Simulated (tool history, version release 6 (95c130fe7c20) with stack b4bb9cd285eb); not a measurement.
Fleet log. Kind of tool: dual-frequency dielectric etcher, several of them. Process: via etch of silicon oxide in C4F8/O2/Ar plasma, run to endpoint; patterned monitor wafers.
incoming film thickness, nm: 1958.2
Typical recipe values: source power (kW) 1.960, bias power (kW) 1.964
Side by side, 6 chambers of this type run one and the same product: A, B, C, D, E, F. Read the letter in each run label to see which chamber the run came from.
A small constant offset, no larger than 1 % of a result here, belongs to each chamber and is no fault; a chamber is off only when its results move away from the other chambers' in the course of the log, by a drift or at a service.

Run 1B, hour 7.7: usual settings. Result: endpoint time (s) 394.45.
Run 2C, hour 17.6: usual settings. Result: endpoint time (s) 389.95.
Run 3E, hour 29.1: usual settings. Result: endpoint time (s) 392.88.
Run 4F, hour 43.9: usual settings. Result: endpoint time (s) 393.23.
Run 5D, hour 57.5: usual settings. Result: endpoint time (s) 390.67.
Run 6A, hour 65.7: usual settings. Result: endpoint time (s) 395.46.
At hour 68.1: chamber A: wet clean of the chamber.
Run 7B, hour 78.6: usual settings but source power (kW) 2.160, bias power (kW) 1.726. Result: endpoint time (s) 392.25.
Run 8F, hour 93.6: usual settings but source power (kW) 2.160, bias power (kW) 1.726. Result: endpoint time (s) 395.31.
Run 9C, hour 104.3: usual settings but source power (kW) 2.160, bias power (kW) 1.726. Result: endpoint time (s) 389.92.
Run 10E, hour 115.6: usual settings but source power (kW) 2.160, bias power (kW) 1.726. Result: endpoint time (s) 392.25.
Run 11D, hour 126.7: usual settings but source power (kW) 2.160, bias power (kW) 1.726. Result: endpoint time (s) 388.19.
Run 12A, hour 137.4: usual settings but source power (kW) 2.160, bias power (kW) 1.726. Result: endpoint time (s) 393.38.
Run 13E, hour 150.8: usual settings. Result: endpoint time (s) 392.08.
Run 14F, hour 159.3: usual settings but source power (kW) 2.140. Result: endpoint time (s) 381.13.
Run 15B, hour 168.4: usual settings but source power (kW) 2.140. Result: endpoint time (s) 383.73.
Run 16D, hour 181.4: usual settings but source power (kW) 2.140. Result: endpoint time (s) 373.46.
Run 17A, hour 191.2: usual settings but source power (kW) 2.140. Result: endpoint time (s) 378.02.
Run 18C, hour 200.7: usual settings but source power (kW) 2.140. Result: endpoint time (s) 376.29.
Run 19B, hour 215.2: usual settings but source power (kW) 2.140. Result: endpoint time (s) 380.28.
Run 20F, hour 222.8: usual settings. Result: endpoint time (s) 394.14.
At hour 230.3: chamber B: wet clean of the chamber.
Run 21A, hour 237.8: usual settings. Result: endpoint time (s) 392.35.
Run 22D, hour 249.4: usual settings. Result: endpoint time (s) 384.80.
Run 23C, hour 264.6: usual settings. Result: endpoint time (s) 390.56.
Run 24E, hour 279.1: usual settings. Result: endpoint time (s) 399.39.
At hour 285.4: chamber F: bias power generator calibrated.
Run 25B, hour 287.0: usual settings. Result: endpoint time (s) 391.69.
At hour 287.9: chamber C: wet clean of the chamber.
Run 26D, hour 300.1: usual settings. Result: endpoint time (s) 387.32.
At hour 303.3: chamber D: wet clean of the chamber.
Run 27E, hour 314.1: usual settings. Result: endpoint time (s) 398.46.
Run 28F, hour 327.0: usual settings. Result: endpoint time (s) 394.69.
Run 29C, hour 343.1: usual settings. Result: endpoint time (s) 394.78.
Run 30A, hour 356.6: usual settings. Result: endpoint time (s) 392.76.
Run 31F, hour 370.6: usual settings. Result: endpoint time (s) 393.00.
At hour 380.6: chamber B: bias power generator calibrated.
Run 32B, hour 383.6: usual settings. Result: endpoint time (s) 393.81.
At hour 391.7: chamber A: wet clean of the chamber.
Run 33E, hour 396.1: usual settings. Result: endpoint time (s) 401.10.
Run 34A, hour 411.0: usual settings but source power (kW) 1.680. Result: endpoint time (s) 418.14.
Run 35C, hour 419.0: usual settings but source power (kW) 1.680. Result: endpoint time (s) 414.95.
Run 36D, hour 426.7: usual settings but source power (kW) 1.680. Result: endpoint time (s) 414.93.
Run 37A, hour 440.9: usual settings but source power (kW) 1.680. Result: endpoint time (s) 418.60.
Run 38D, hour 454.9: usual settings but source power (kW) 1.680. Result: endpoint time (s) 411.76.

Read the log: is a single chamber off, either drifting away or since a service, is the gauge that measures every chamber drifting, or is nothing wrong beyond small per-chamber offsets? Name any odd chamber and what most likely caused it.

Chamber E drifts away from the others.
Most likely cause: etch rate under this chamber's usual, % = 2.49.
Not necessarily distinguishable in this log from: source power that arrives under what is set, %.

Chamber E could run next with any of the 4 candidate recipes listed below; each alters the usual settings, and their results appear as question marks. Which one brings its results back in line with what the other chambers deliver on the usual settings?
A result is in line if it is within this distance of the other chambers' mean on the usual settings: endpoint time (s) 5.80
Run 39E-1, hour 466.7: usual settings but source power (kW) 1.810. Result: endpoint time (s) ?.
Run 39E-2, hour 466.7: usual settings but bias power (kW) 2.169. Result: endpoint time (s) ?.
Run 39E-3, hour 466.7: usual settings but source power (kW) 1.760, bias power (kW) 1.821. Result: endpoint time (s) ?.
Run 39E-4, hour 466.7: usual settings but source power (kW) 2.260. Result: endpoint time (s) ?.

Other chambers, usual settings, mean: endpoint time (s) 391.60
  run  endpoint time (s)
39E-1             417.51
39E-2             392.76
39E-3             431.56
39E-4             381.59
The right change is 39E-2: it brings the chamber back within the allowed miss of the others.
